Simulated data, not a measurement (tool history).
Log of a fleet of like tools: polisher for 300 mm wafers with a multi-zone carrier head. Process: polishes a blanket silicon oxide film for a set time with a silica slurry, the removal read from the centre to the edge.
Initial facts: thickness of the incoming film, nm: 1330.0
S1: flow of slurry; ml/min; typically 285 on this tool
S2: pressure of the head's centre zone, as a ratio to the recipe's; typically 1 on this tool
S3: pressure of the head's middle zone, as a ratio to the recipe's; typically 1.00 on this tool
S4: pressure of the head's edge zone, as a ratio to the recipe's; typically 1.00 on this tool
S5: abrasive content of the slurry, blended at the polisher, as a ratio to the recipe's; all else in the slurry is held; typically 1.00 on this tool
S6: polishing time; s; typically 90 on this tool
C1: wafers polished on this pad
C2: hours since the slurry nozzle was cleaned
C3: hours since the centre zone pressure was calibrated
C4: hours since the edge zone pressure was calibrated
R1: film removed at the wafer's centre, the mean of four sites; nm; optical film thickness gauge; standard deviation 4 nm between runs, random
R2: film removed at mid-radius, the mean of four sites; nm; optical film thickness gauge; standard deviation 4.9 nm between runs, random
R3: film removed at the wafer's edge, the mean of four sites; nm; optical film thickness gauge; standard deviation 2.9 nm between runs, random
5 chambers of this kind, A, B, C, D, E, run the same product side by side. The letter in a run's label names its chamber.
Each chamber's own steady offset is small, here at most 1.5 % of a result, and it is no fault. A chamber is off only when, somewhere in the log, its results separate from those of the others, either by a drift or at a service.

{"run": "1E", "hour": 3.3, "S1": 285, "S2": 1, "S3": 1.0, "S4": 1.0, "S5": 1.0, "S6": 90, "C1": 188, "C2": 505.3, "C3": 85.9, "C4": 984.5, "R1": 325.93, "R2": 328.67, "R3": 319.93}
{"run": "2C", "hour": 6.7, "S1": 285, "S2": 1, "S3": 1.0, "S4": 1.0, "S5": 1.0, "S6": 90, "C1": 99, "C2": 138.9, "C3": 213.3, "C4": 584.6, "R1": 325.68, "R2": 328.6, "R3": 326.11}
{"run": "3D", "hour": 9.8, "S1": 285, "S2": 1, "S3": 1.0, "S4": 1.0, "S5": 1.0, "S6": 90, "C1": 585, "C2": 132.2, "C3": 54.5, "C4": 230.0, "R1": 328.35, "R2": 333.75, "R3": 326.4}
{"run": "4A", "hour": 12.8, "S1": 285, "S2": 1, "S3": 1.0, "S4": 1.0, "S5": 1.0, "S6": 90, "C1": 426, "C2": 307.8, "C3": 282.6, "C4": 785.8, "R1": 332.46, "R2": 335.43, "R3": 327.49}
{"run": "5B", "hour": 15.5, "S1": 285, "S2": 1, "S3": 1.0, "S4": 1.0, "S5": 1.0, "S6": 90, "C1": 713, "C2": 60.6, "C3": 231.3, "C4": 886.7, "R1": 332.59, "R2": 327.39, "R3": 326.11}
{"run": "6B", "hour": 18.9, "S1": 285, "S2": 1, "S3": 1.0, "S4": 1.0, "S5": 1.0, "S6": 90, "C1": 744, "C2": 64.0, "C3": 234.7, "C4": 890.1, "R1": 325.76, "R2": 328.81, "R3": 324.5}
{"run": "7A", "hour": 21.0, "S1": 285, "S2": 1, "S3": 1.0, "S4": 1.0, "S5": 1.0, "S6": 90, "C1": 502, "C2": 316.0, "C3": 290.8, "C4": 794.0, "R1": 318.21, "R2": 327.4, "R3": 331.68}
{"run": "8D", "hour": 25.6, "S1": 285, "S2": 1, "S3": 1.0, "S4": 1.0, "S5": 1.25, "S6": 90, "C1": 731, "C2": 148.0, "C3": 70.3, "C4": 245.8, "R1": 364.16, "R2": 363.73, "R3": 365.43}
{"run": "9E", "hour": 30.1, "S1": 285, "S2": 1, "S3": 1.0, "S4": 1.0, "S5": 1.25, "S6": 90, "C1": 436, "C2": 532.1, "C3": 112.7, "C4": 1011.3, "R1": 361.84, "R2": 368.71, "R3": 352.49}
{"run": "10C", "hour": 34.1, "S1": 285, "S2": 1, "S3": 1.0, "S4": 1.0, "S5": 1.25, "S6": 90, "C1": 352, "C2": 166.3, "C3": 240.7, "C4": 612.0, "R1": 360.68, "R2": 372.76, "R3": 361.78}
{"run": "11A", "hour": 38.5, "S1": 285, "S2": 1, "S3": 1.0, "S4": 1.0, "S5": 1.25, "S6": 90, "C1": 663, "C2": 333.5, "C3": 308.3, "C4": 811.5, "R1": 363.44, "R2": 354.8, "R3": 360.25}
{"run": "12C", "hour": 41.3, "S1": 285, "S2": 1, "S3": 1.0, "S4": 1.0, "S5": 1.25, "S6": 90, "C1": 419, "C2": 173.5, "C3": 247.9, "C4": 619.2, "R1": 357.64, "R2": 368.44, "R3": 356.72}
{"hour": 41.7, "done": "chamber A: worn pad replaced by a new one"}
{"run": "13B", "hour": 43.6, "S1": 285, "S2": 1, "S3": 1.0, "S4": 1.0, "S5": 1.0, "S6": 90, "C1": 973, "C2": 88.7, "C3": 259.4, "C4": 914.8, "R1": 323.06, "R2": 322.05, "R3": 325.07}
{"run": "14E", "hour": 47.7, "S1": 285, "S2": 1, "S3": 1.0, "S4": 1.0, "S5": 1.0, "S6": 90, "C1": 598, "C2": 549.7, "C3": 130.3, "C4": 1028.9, "R1": 325.95, "R2": 333.23, "R3": 330.4}
{"run": "15D", "hour": 50.0, "S1": 285, "S2": 1, "S3": 1.0, "S4": 1.0, "S5": 1.0, "S6": 90, "C1": 957, "C2": 172.4, "C3": 94.7, "C4": 270.2, "R1": 334.52, "R2": 331.46, "R3": 328.59}
{"hour": 50.3, "done": "chamber B: edge zone pressure recalibrated"}
{"run": "16C", "hour": 53.5, "S1": 285, "S2": 1, "S3": 1.12, "S4": 1.0, "S5": 1.0, "S6": 90, "C1": 532, "C2": 185.7, "C3": 260.1, "C4": 631.4, "R1": 325.55, "R2": 375.12, "R3": 330.64}
{"run": "17A", "hour": 57.2, "S1": 285, "S2": 1, "S3": 1.12, "S4": 1.0, "S5": 1.0, "S6": 90, "C1": 143, "C2": 352.2, "C3": 327.0, "C4": 830.2, "R1": 327.01, "R2": 363.32, "R3": 329.48}
{"run": "18E", "hour": 60.5, "S1": 285, "S2": 1, "S3": 1.12, "S4": 1.0, "S5": 1.0, "S6": 90, "C1": 717, "C2": 562.5, "C3": 143.1, "C4": 1041.7, "R1": 326.63, "R2": 363.99, "R3": 325.03}
{"run": "19D", "hour": 63.0, "S1": 285, "S2": 1, "S3": 1.12, "S4": 1.0, "S5": 1.0, "S6": 90, "C1": 1077, "C2": 185.4, "C3": 107.7, "C4": 283.2, "R1": 329.67, "R2": 374.2, "R3": 333.39}
{"run": "20B", "hour": 66.6, "S1": 285, "S2": 1, "S3": 1.12, "S4": 1.0, "S5": 1.0, "S6": 90, "C1": 1185, "C2": 111.7, "C3": 282.4, "C4": 16.3, "R1": 318.52, "R2": 356.1, "R3": 312.41}
{"run": "21D", "hour": 70.4, "S1": 285, "S2": 1, "S3": 1.0, "S4": 1.0, "S5": 1.0, "S6": 90, "C1": 1145, "C2": 192.8, "C3": 115.1, "C4": 290.6, "R1": 333.45, "R2": 328.48, "R3": 327.58}
{"run": "22C", "hour": 74.8, "S1": 285, "S2": 1, "S3": 1.0, "S4": 1.08, "S5": 0.85, "S6": 90, "C1": 729, "C2": 207.0, "C3": 281.4, "C4": 652.7, "R1": 303.13, "R2": 304.46, "R3": 316.32}
{"run": "23E", "hour": 78.7, "S1": 285, "S2": 1, "S3": 1.0, "S4": 1.08, "S5": 0.85, "S6": 90, "C1": 885, "C2": 580.7, "C3": 161.3, "C4": 1059.9, "R1": 302.07, "R2": 303.0, "R3": 309.38}
{"hour": 79.7, "done": "chamber E: edge zone pressure recalibrated"}
{"run": "24A", "hour": 81.5, "S1": 285, "S2": 1, "S3": 1.0, "S4": 1.08, "S5": 0.85, "S6": 90, "C1": 368, "C2": 376.5, "C3": 351.3, "C4": 854.5, "R1": 305.8, "R2": 302.57, "R3": 313.46}
{"run": "25B", "hour": 85.0, "S1": 285, "S2": 1, "S3": 1.0, "S4": 1.08, "S5": 0.85, "S6": 90, "C1": 1355, "C2": 130.1, "C3": 300.8, "C4": 34.7, "R1": 288.92, "R2": 284.61, "R3": 298.1}
{"run": "26B", "hour": 87.6, "S1": 285, "S2": 1, "S3": 1.0, "S4": 1.08, "S5": 0.85, "S6": 90, "C1": 1379, "C2": 132.7, "C3": 303.4, "C4": 37.3, "R1": 290.03, "R2": 283.33, "R3": 299.35}
{"hour": 88.1, "done": "chamber A: slurry nozzle cleaned"}
{"hour": 90.9, "done": "chamber D: slurry nozzle cleaned"}
{"run": "27A", "hour": 91.7, "S1": 285, "S2": 1, "S3": 1.0, "S4": 1.0, "S5": 1.0, "S6": 90, "C1": 462, "C2": 3.6, "C3": 361.5, "C4": 864.7, "R1": 328.0, "R2": 331.86, "R3": 323.78}
{"hour": 92.4, "done": "chamber A: edge zone pressure recalibrated"}
{"run": "28D", "hour": 94.3, "S1": 285, "S2": 1, "S3": 1.0, "S4": 1.0, "S5": 1.0, "S6": 90, "C1": 1366, "C2": 3.5, "C3": 139.0, "C4": 314.5, "R1": 332.38, "R2": 329.28, "R3": 328.71}
{"run": "29E", "hour": 98.1, "S1": 285, "S2": 1, "S3": 1.0, "S4": 1.0, "S5": 1.0, "S6": 90, "C1": 1064, "C2": 600.1, "C3": 180.7, "C4": 18.4, "R1": 330.58, "R2": 332.24, "R3": 321.75}
{"run": "30C", "hour": 102.2, "S1": 285, "S2": 1, "S3": 1.0, "S4": 1.0, "S5": 1.0, "S6": 90, "C1": 982, "C2": 234.4, "C3": 308.8, "C4": 680.1, "R1": 332.48, "R2": 327.31, "R3": 330.55}
{"hour": 102.9, "done": "chamber D: worn pad replaced by a new one"}
{"run": "31C", "hour": 104.9, "S1": 285, "S2": 1, "S3": 1.0, "S4": 1.0, "S5": 1.0, "S6": 90, "C1": 1007, "C2": 237.1, "C3": 311.5, "C4": 682.8, "R1": 326.93, "R2": 331.86, "R3": 327.8}
{"run": "32E", "hour": 107.8, "S1": 285, "S2": 1, "S3": 1.0, "S4": 1.0, "S5": 1.0, "S6": 90, "C1": 1154, "C2": 609.8, "C3": 190.4, "C4": 28.1, "R1": 331.47, "R2": 329.2, "R3": 322.69}
{"run": "33B", "hour": 110.3, "S1": 285, "S2": 1, "S3": 1.0, "S4": 1.0, "S5": 1.15, "S6": 90, "C1": 1589, "C2": 155.4, "C3": 326.1, "C4": 60.0, "R1": 317.34, "R2": 323.41, "R3": 322.82}
{"hour": 111.4, "done": "chamber A: worn pad replaced by a new one"}
{"run": "34D", "hour": 112.6, "S1": 285, "S2": 1, "S3": 1.0, "S4": 1.0, "S5": 1.15, "S6": 90, "C1": 90, "C2": 21.8, "C3": 157.3, "C4": 332.8, "R1": 347.63, "R2": 349.58, "R3": 352.14}
{"run": "35A", "hour": 114.6, "S1": 285, "S2": 1, "S3": 1.0, "S4": 1.0, "S5": 1.15, "S6": 90, "C1": 30, "C2": 26.5, "C3": 384.4, "C4": 22.3, "R1": 343.77, "R2": 344.05, "R3": 345.91}
{"hour": 117.7, "done": "chamber C: edge zone pressure recalibrated"}
{"run": "36E", "hour": 118.2, "S1": 285, "S2": 1, "S3": 1.0, "S4": 1.0, "S5": 1.15, "S6": 90, "C1": 1250, "C2": 620.2, "C3": 200.8, "C4": 38.5, "R1": 349.97, "R2": 351.47, "R3": 349.47}
{"hour": 120.0, "done": "chamber C: worn pad replaced by a new one"}
{"hour": 120.4, "done": "chamber E: worn pad replaced by a new one"}
{"run": "37B", "hour": 121.2, "S1": 285, "S2": 1, "S3": 1.0, "S4": 1.0, "S5": 1.15, "S6": 90, "C1": 1690, "C2": 166.3, "C3": 337.0, "C4": 70.9, "R1": 310.9, "R2": 321.89, "R3": 317.6}
{"run": "38C", "hour": 123.4, "S1": 375, "S2": 1, "S3": 1.0, "S4": 1.0, "S5": 1.2, "S6": 90, "C1": 31, "C2": 255.6, "C3": 330.0, "C4": 5.7, "R1": 367.31, "R2": 363.79, "R3": 360.14}
{"run": "39A", "hour": 125.6, "S1": 375, "S2": 1, "S3": 1.0, "S4": 1.0, "S5": 1.2, "S6": 90, "C1": 132, "C2": 37.5, "C3": 395.4, "C4": 33.3, "R1": 369.33, "R2": 356.05, "R3": 362.3}
{"run": "40D", "hour": 129.0, "S1": 375, "S2": 1, "S3": 1.0, "S4": 1.0, "S5": 1.2, "S6": 90, "C1": 242, "C2": 38.2, "C3": 173.7, "C4": 349.2, "R1": 370.72, "R2": 374.27, "R3": 361.13}
{"run": "41C", "hour": 132.2, "S1": 375, "S2": 1, "S3": 1.0, "S4": 1.0, "S5": 1.2, "S6": 90, "C1": 113, "C2": 264.4, "C3": 338.8, "C4": 14.5, "R1": 365.36, "R2": 361.47, "R3": 362.23}
{"run": "42A", "hour": 136.7, "S1": 375, "S2": 1, "S3": 1.0, "S4": 1.0, "S5": 1.2, "S6": 90, "C1": 234, "C2": 48.6, "C3": 406.5, "C4": 44.4, "R1": 369.7, "R2": 366.98, "R3": 366.82}
{"run": "43E", "hour": 140.8, "S1": 285, "S2": 1, "S3": 1.0, "S4": 1.0, "S5": 1.0, "S6": 90, "C1": 188, "C2": 642.8, "C3": 223.4, "C4": 61.1, "R1": 331.41, "R2": 330.86, "R3": 324.57}

The same settings go to every chamber for the next run, one line per chamber below. Forecast the results for each:
{"run": "44A", "hour": 144.1, "S1": 285, "S2": 1, "S3": 1.0, "S4": 1.0, "S5": 1.0, "S6": 103, "R1": "?", "R2": "?", "R3": "?"}
{"run": "44B", "hour": 144.1, "S1": 285, "S2": 1, "S3": 1.0, "S4": 1.0, "S5": 1.0, "S6": 103, "R1": "?", "R2": "?", "R3": "?"}
{"run": "44C", "hour": 144.1, "S1": 285, "S2": 1, "S3": 1.0, "S4": 1.0, "S5": 1.0, "S6": 103, "R1": "?", "R2": "?", "R3": "?"}
{"run": "44D", "hour": 144.1, "S1": 285, "S2": 1, "S3": 1.0, "S4": 1.0, "S5": 1.0, "S6": 103, "R1": "?", "R2": "?", "R3": "?"}
{"run": "44E", "hour": 144.1, "S1": 285, "S2": 1, "S3": 1.0, "S4": 1.0, "S5": 1.0, "S6": 103, "R1": "?", "R2": "?", "R3": "?"}

run=44A R1=378.24 R2=373.13 R3=381.94
run=44B R1=338.61 R2=338.20 R3=338.12
run=44C R1=368.59 R2=384.61 R3=374.63
run=44D R1=382.92 R2=388.87 R3=373.15
run=44E R1=374.91 R2=387.90 R3=374.66
